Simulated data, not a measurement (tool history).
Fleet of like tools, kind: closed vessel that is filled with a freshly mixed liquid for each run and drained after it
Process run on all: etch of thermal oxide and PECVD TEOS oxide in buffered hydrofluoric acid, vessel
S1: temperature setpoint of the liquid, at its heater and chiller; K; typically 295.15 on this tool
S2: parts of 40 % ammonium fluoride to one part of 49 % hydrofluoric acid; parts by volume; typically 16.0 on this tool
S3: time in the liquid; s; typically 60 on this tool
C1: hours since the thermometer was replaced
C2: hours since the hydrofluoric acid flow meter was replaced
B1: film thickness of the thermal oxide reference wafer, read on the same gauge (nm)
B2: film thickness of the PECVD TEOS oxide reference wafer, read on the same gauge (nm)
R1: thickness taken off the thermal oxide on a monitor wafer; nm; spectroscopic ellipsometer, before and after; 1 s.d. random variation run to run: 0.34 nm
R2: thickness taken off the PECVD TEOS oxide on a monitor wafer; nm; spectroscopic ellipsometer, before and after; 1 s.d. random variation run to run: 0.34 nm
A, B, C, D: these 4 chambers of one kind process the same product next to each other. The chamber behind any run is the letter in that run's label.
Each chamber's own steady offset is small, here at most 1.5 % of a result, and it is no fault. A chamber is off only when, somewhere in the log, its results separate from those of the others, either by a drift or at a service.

Run 1A, hour 11.1: usual settings; C1 1647.9; C2 918.2; B1 69.985; B2 49.999. Result: R1 39.045 nm, R2 73.586 nm.
Run 2B, hour 16.2: usual settings; C1 444.0; C2 254.0; B1 70.000; B2 50.044. Result: R1 39.004 nm, R2 74.042 nm.
Run 3D, hour 25.8: usual settings; C1 1532.5; C2 365.0; B1 69.997; B2 50.016. Result: R1 38.577 nm, R2 73.690 nm.
Run 4C, hour 33.4: usual settings; C1 1428.9; C2 867.2; B1 70.011; B2 49.992. Result: R1 39.644 nm, R2 74.287 nm.
Run 5C, hour 38.4: usual settings; C1 1433.9; C2 872.2; B1 70.002; B2 49.988. Result: R1 40.415 nm, R2 74.227 nm.
Run 6B, hour 49.3: usual settings; C1 477.1; C2 287.1; B1 70.029; B2 50.029. Result: R1 39.610 nm, R2 74.340 nm.
Run 7D, hour 57.1: usual settings; C1 1563.8; C2 396.3; B1 69.962; B2 49.977. Result: R1 38.322 nm, R2 73.379 nm.
Run 8A, hour 62.4: usual settings; C1 1699.2; C2 969.5; B1 69.993; B2 49.940. Result: R1 39.630 nm, R2 74.439 nm.
Run 9D, hour 67.7: usual settings but S3 40 s; C1 1574.4; C2 406.9; B1 69.994; B2 50.043. Result: R1 26.004 nm, R2 48.923 nm.
Run 10C, hour 77.5: usual settings but S3 40 s; C1 1473.0; C2 911.3; B1 70.002; B2 49.963. Result: R1 26.246 nm, R2 49.458 nm.
Run 11B, hour 83.8: usual settings but S3 40 s; C1 511.6; C2 321.6; B1 69.987; B2 49.999. Result: R1 25.916 nm, R2 49.247 nm.
Run 12A, hour 94.3: usual settings but S3 40 s; C1 1731.1; C2 1001.4; B1 70.018; B2 50.010. Result: R1 26.019 nm, R2 49.109 nm.
Run 13D, hour 105.6: usual settings; C1 1612.3; C2 444.8; B1 70.002; B2 49.975. Result: R1 38.638 nm, R2 74.033 nm.
Run 14A, hour 115.5: usual settings; C1 1752.3; C2 1022.6; B1 69.949; B2 49.978. Result: R1 39.033 nm, R2 73.708 nm.
Run 15C, hour 125.1: usual settings; C1 1520.6; C2 958.9; B1 70.017; B2 49.964. Result: R1 38.928 nm, R2 74.083 nm.
Run 16B, hour 135.0: usual settings; C1 562.8; C2 372.8; B1 70.000; B2 49.937. Result: R1 39.726 nm, R2 74.271 nm.
Run 17A, hour 145.8: usual settings; C1 1782.6; C2 1052.9; B1 69.978; B2 49.942. Result: R1 38.678 nm, R2 73.748 nm.
Run 18C, hour 155.0: usual settings; C1 1550.5; C2 988.8; B1 69.992; B2 50.000. Result: R1 40.011 nm, R2 74.088 nm.
Run 19B, hour 161.0: usual settings but S2 18.5 parts by volume; C1 588.8; C2 398.8; B1 69.955; B2 49.981. Result: R1 34.059 nm, R2 64.418 nm.
Run 20D, hour 168.4: usual settings but S2 18.5 parts by volume; C1 1675.1; C2 507.6; B1 69.977; B2 49.950. Result: R1 33.461 nm, R2 63.930 nm.
Run 21D, hour 174.5: usual settings but S2 18.5 parts by volume; C1 1681.2; C2 513.7; B1 70.036; B2 50.017. Result: R1 33.609 nm, R2 63.557 nm.
Run 22B, hour 182.6: usual settings but S2 18.5 parts by volume; C1 610.4; C2 420.4; B1 69.983; B2 50.021. Result: R1 33.952 nm, R2 64.373 nm.
At hour 183.9: chamber D: hydrofluoric acid flow meter replaced.
Run 23A, hour 190.8: usual settings but S2 19.0 parts by volume, S3 50 s; C1 1827.6; C2 1097.9; B1 70.010; B2 49.983. Result: R1 26.873 nm, R2 51.404 nm.
Run 24C, hour 196.0: usual settings but S2 19.0 parts by volume, S3 50 s; C1 1591.5; C2 1029.8; B1 70.016; B2 50.001. Result: R1 27.623 nm, R2 52.185 nm.
Run 25C, hour 202.8: usual settings but S2 19.0 parts by volume, S3 50 s; C1 1598.3; C2 1036.6; B1 69.981; B2 50.008. Result: R1 27.828 nm, R2 52.398 nm.
Run 26B, hour 212.1: usual settings but S2 19.0 parts by volume, S3 50 s; C1 639.9; C2 449.9; B1 69.986; B2 50.003. Result: R1 28.078 nm, R2 52.053 nm.
Run 27A, hour 222.6: usual settings; C1 1859.4; C2 1129.7; B1 70.013; B2 49.999. Result: R1 39.871 nm, R2 73.710 nm.
Run 28D, hour 229.1: usual settings; C1 1735.8; C2 45.3; B1 70.033; B2 49.985. Result: R1 38.430 nm, R2 73.433 nm.
Run 29C, hour 236.6: usual settings; C1 1632.1; C2 1070.4; B1 70.027; B2 50.008. Result: R1 39.378 nm, R2 74.291 nm.
Run 30A, hour 242.7: usual settings; C1 1879.5; C2 1149.8; B1 69.994; B2 50.037. Result: R1 39.425 nm, R2 73.872 nm.

What goes on in this fleet: one chamber off, a drifting gauge, or nothing beyond the chambers' own small offsets? Name the chamber and the cause, if any.

Neither any chamber nor the gauge drifts; the chambers differ only by their own small, steady offsets.

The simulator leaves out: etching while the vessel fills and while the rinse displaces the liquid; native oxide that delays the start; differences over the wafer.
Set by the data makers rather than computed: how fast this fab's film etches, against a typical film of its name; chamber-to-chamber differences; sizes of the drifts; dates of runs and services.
